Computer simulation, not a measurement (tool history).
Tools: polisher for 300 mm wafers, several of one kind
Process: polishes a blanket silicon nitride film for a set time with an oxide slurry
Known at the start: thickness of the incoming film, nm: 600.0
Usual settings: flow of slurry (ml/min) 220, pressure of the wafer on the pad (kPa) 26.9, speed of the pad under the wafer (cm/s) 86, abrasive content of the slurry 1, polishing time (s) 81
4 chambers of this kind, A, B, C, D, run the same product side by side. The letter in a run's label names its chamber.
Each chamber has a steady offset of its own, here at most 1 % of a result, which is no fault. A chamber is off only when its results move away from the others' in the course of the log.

| run | hour | flow of slurry (ml/min) | pressure of the wafer on the pad (kPa) | speed of the pad under the wafer (cm/s) | abrasive content of the slurry | polishing time (s) | wafers polished on this pad | hours since the slurry nozzle was cleaned | hours since the head pressure was calibrated | hours since the slurry blender was calibrated | hours since the conditioning disc was replaced | film removed (Å) |
|---|---|---|---|---|---|---|---|---|---|---|---|---|
| 1A | 8.3 | 220 | 26.9 | 86 | 1 | 81 | 156 | 178.4 | 685.1 | 101.8 | 260.2 | 453.68 |
| 2B | 16 | 220 | 26.9 | 86 | 1 | 81 | 500 | 179.1 | 141.2 | 134.5 | 255.1 | 451.22 |
|  | 22.2 | chamber D: worn pad replaced by a new one |
|  | 25.7 | chamber C: worn pad replaced by a new one |
| 3D | 27.1 | 220 | 26.9 | 86 | 1 | 81 | 58 | 160.9 | 1014.1 | 63.4 | 169.9 | 449.67 |
|  | 27.9 | chamber C: slurry nozzle cleaned |
|  | 28.5 | chamber C: slurry blender recalibrated |
| 4C | 37.5 | 220 | 26.9 | 86 | 1 | 81 | 139 | 9.7 | 793.2 | 9 | 457.9 | 462.29 |
|  | 40.1 | chamber C: conditioning disc replaced and pad reconditioned |
| 5C | 51.1 | 220 | 26.9 | 86 | 1 | 81 | 298 | 23.3 | 806.8 | 22.6 | 11.1 | 448.56 |
| 6D | 62.7 | 220 | 26.9 | 86 | 1 | 81 | 476 | 196.5 | 1049.7 | 99 | 205.5 | 460.42 |
|  | 63.2 | chamber A: slurry nozzle cleaned |
| 7A | 77.4 | 220 | 26.9 | 60 | 1 | 81 | 968 | 14.2 | 754.2 | 170.9 | 329.3 | 343.02 |
| 8B | 86.9 | 220 | 26.9 | 60 | 1 | 81 | 1332 | 250 | 212.1 | 205.4 | 326 | 335.11 |
|  | 87.4 | chamber B: worn pad replaced by a new one |
|  | 91.8 | chamber A: slurry blender recalibrated |
|  | 92.6 | chamber C: worn pad replaced by a new one |
| 9D | 95.2 | 220 | 26.9 | 60 | 1 | 81 | 858 | 229 | 1082.2 | 131.5 | 238 | 347.56 |
|  | 98.7 | chamber A: worn pad replaced by a new one |
|  | 103.2 | chamber A: conditioning disc replaced and pad reconditioned |
| 10C | 110 | 220 | 26.9 | 60 | 1 | 81 | 204 | 82.2 | 865.7 | 81.5 | 70 | 336.05 |
| 11A | 117.1 | 220 | 26.9 | 86 | 1 | 81 | 216 | 53.9 | 793.9 | 25.3 | 13.9 | 455.23 |
|  | 121.5 | chamber B: conditioning disc replaced and pad reconditioned |
| 12B | 127.7 | 220 | 31.7 | 86 | 1 | 81 | 473 | 290.8 | 252.9 | 246.2 | 6.2 | 527.13 |
|  | 130.6 | chamber D: head pressure recalibrated |
|  | 133.3 | chamber D: worn pad replaced by a new one |
| 13D | 139.9 | 220 | 31.7 | 86 | 1 | 81 | 78 | 273.7 | 9.4 | 176.2 | 282.7 | 539.84 |
| 14A | 149.2 | 220 | 31.7 | 86 | 1 | 81 | 593 | 86 | 826 | 57.4 | 46 | 542.18 |
|  | 151.3 | chamber D: conditioning disc replaced and pad reconditioned |
| 15B | 162.8 | 220 | 31.7 | 86 | 1 | 81 | 885 | 325.9 | 288 | 281.3 | 41.3 | 516.44 |
|  | 163.6 | chamber D: slurry blender recalibrated |
|  | 166.9 | chamber C: worn pad replaced by a new one |
| 16C | 170.3 | 220 | 26.9 | 86 | 1 | 81 | 40 | 142.5 | 926 | 141.8 | 130.3 | 457.43 |
| 17C | 176.8 | 220 | 26.9 | 86 | 1 | 81 | 117 | 149 | 932.5 | 148.3 | 136.8 | 454.26 |
|  | 187.7 | chamber B: worn pad replaced by a new one |
| 18A | 187.8 | 220 | 26.9 | 86 | 1 | 81 | 1046 | 124.6 | 864.6 | 96 | 84.6 | 455.45 |
|  | 194.3 | chamber A: worn pad replaced by a new one |
| 19B | 195.1 | 220 | 26.9 | 86 | 1 | 81 | 87 | 358.2 | 320.3 | 313.6 | 73.6 | 437.44 |
| 20D | 203.6 | 220 | 26.9 | 86 | 1 | 81 | 826 | 337.4 | 73.1 | 40 | 52.3 | 463.84 |
| 21C | 211.3 | 220 | 31.7 | 108 | 1 | 81 | 522 | 183.5 | 967 | 182.8 | 171.3 | 655.16 |
| 22B | 219.7 | 220 | 31.7 | 108 | 1 | 81 | 376 | 382.8 | 344.9 | 338.2 | 98.2 | 610.47 |
| 23A | 231.6 | 220 | 31.7 | 108 | 1 | 81 | 439 | 168.4 | 908.4 | 139.8 | 128.4 | 650.06 |
| 24D | 241.4 | 220 | 31.7 | 108 | 1 | 81 | 1270 | 375.2 | 110.9 | 77.8 | 90.1 | 645.88 |
|  | 244.1 | chamber D: worn pad replaced by a new one |
|  | 245.3 | chamber C: worn pad replaced by a new one |
| 25B | 253.8 | 220 | 26.9 | 86 | 1 | 81 | 777 | 416.9 | 379 | 372.3 | 132.3 | 432 |
|  | 261.3 | chamber A: head pressure recalibrated |
| 26C | 264.8 | 220 | 26.9 | 86 | 1 | 81 | 229 | 237 | 1020.5 | 236.3 | 224.8 | 460.81 |
|  | 265.7 | chamber D: slurry nozzle cleaned |
|  | 267.1 | chamber A: slurry blender recalibrated |
| 27D | 271.6 | 220 | 26.9 | 86 | 1 | 81 | 323 | 5.9 | 141.1 | 108 | 120.3 | 459.2 |
| 28A | 280.7 | 220 | 26.9 | 86 | 1 | 81 | 1015 | 217.5 | 19.4 | 13.6 | 177.5 | 461.03 |
|  | 289.7 | chamber B: worn pad replaced by a new one |
|  | 293.3 | chamber B: slurry nozzle cleaned |
| 29B | 295.1 | 220 | 26.9 | 86 | 1 | 81 | 64 | 1.8 | 420.3 | 413.6 | 173.6 | 417.79 |
|  | 296.9 | chamber A: worn pad replaced by a new one |
| 30A | 307.8 | 220 | 26.9 | 86 | 1 | 81 | 128 | 244.6 | 46.5 | 40.7 | 204.6 | 456.81 |
|  | 308.6 | chamber C: worn pad replaced by a new one |
| 31D | 321.6 | 220 | 26.9 | 86 | 1 | 81 | 910 | 55.9 | 191.1 | 158 | 170.3 | 453.87 |
| 32C | 329 | 220 | 26.9 | 86 | 1 | 81 | 240 | 301.2 | 1084.7 | 300.5 | 289 | 451.68 |
| 33D | 341.6 | 220 | 26.9 | 114 | 1 | 81 | 1145 | 75.9 | 211.1 | 178 | 190.3 | 576.79 |
|  | 346.3 | chamber A: slurry nozzle cleaned |
| 34A | 356 | 220 | 26.9 | 114 | 1 | 81 | 694 | 9.8 | 94.7 | 88.9 | 252.8 | 576.37 |
| 35C | 366 | 220 | 26.9 | 114 | 1 | 81 | 674 | 338.2 | 1121.7 | 337.5 | 326 | 569.84 |

What goes on in this fleet: one chamber off, a drifting gauge, or nothing beyond the chambers' own small offsets? Name the chamber and the cause, if any.

Chamber B drifts away from the others.
Cause: abrasive missing from the slurry, % = 19.5.
The log may not tell that from: head's pressure below its setpoint, %.

Here are 4 candidates for chamber B's next run, each the usual settings with a change, their results left as question marks. Which one brings its results back in line with what the others give on the usual settings?
In line means no further than this from the other chambers' mean on the usual settings: film removed (Å) 13
| 36B-1 | 376.7 | 220 | 25.5 | 84 | 1 | 78 |  |  |  |  |  | ? |
| 36B-2 | 376.7 | 220 | 27.6 | 88 | 1 | 82 |  |  |  |  |  | ? |
| 36B-3 | 376.7 | 220 | 28.3 | 88 | 1 | 84 |  |  |  |  |  | ? |
| 36B-4 | 376.7 | 220 | 26.9 | 80 | 1 | 81 |  |  |  |  |  | ? |

The other chambers' mean on the usual settings: film removed (Å) 456.21
| run | film removed (Å) |
|---|---|
| 36B-1 | 366.88 |
| 36B-2 | 433.3 |
| 36B-3 | 455.05 |
| 36B-4 | 386.14 |
36B-3 brings the chamber back in line.

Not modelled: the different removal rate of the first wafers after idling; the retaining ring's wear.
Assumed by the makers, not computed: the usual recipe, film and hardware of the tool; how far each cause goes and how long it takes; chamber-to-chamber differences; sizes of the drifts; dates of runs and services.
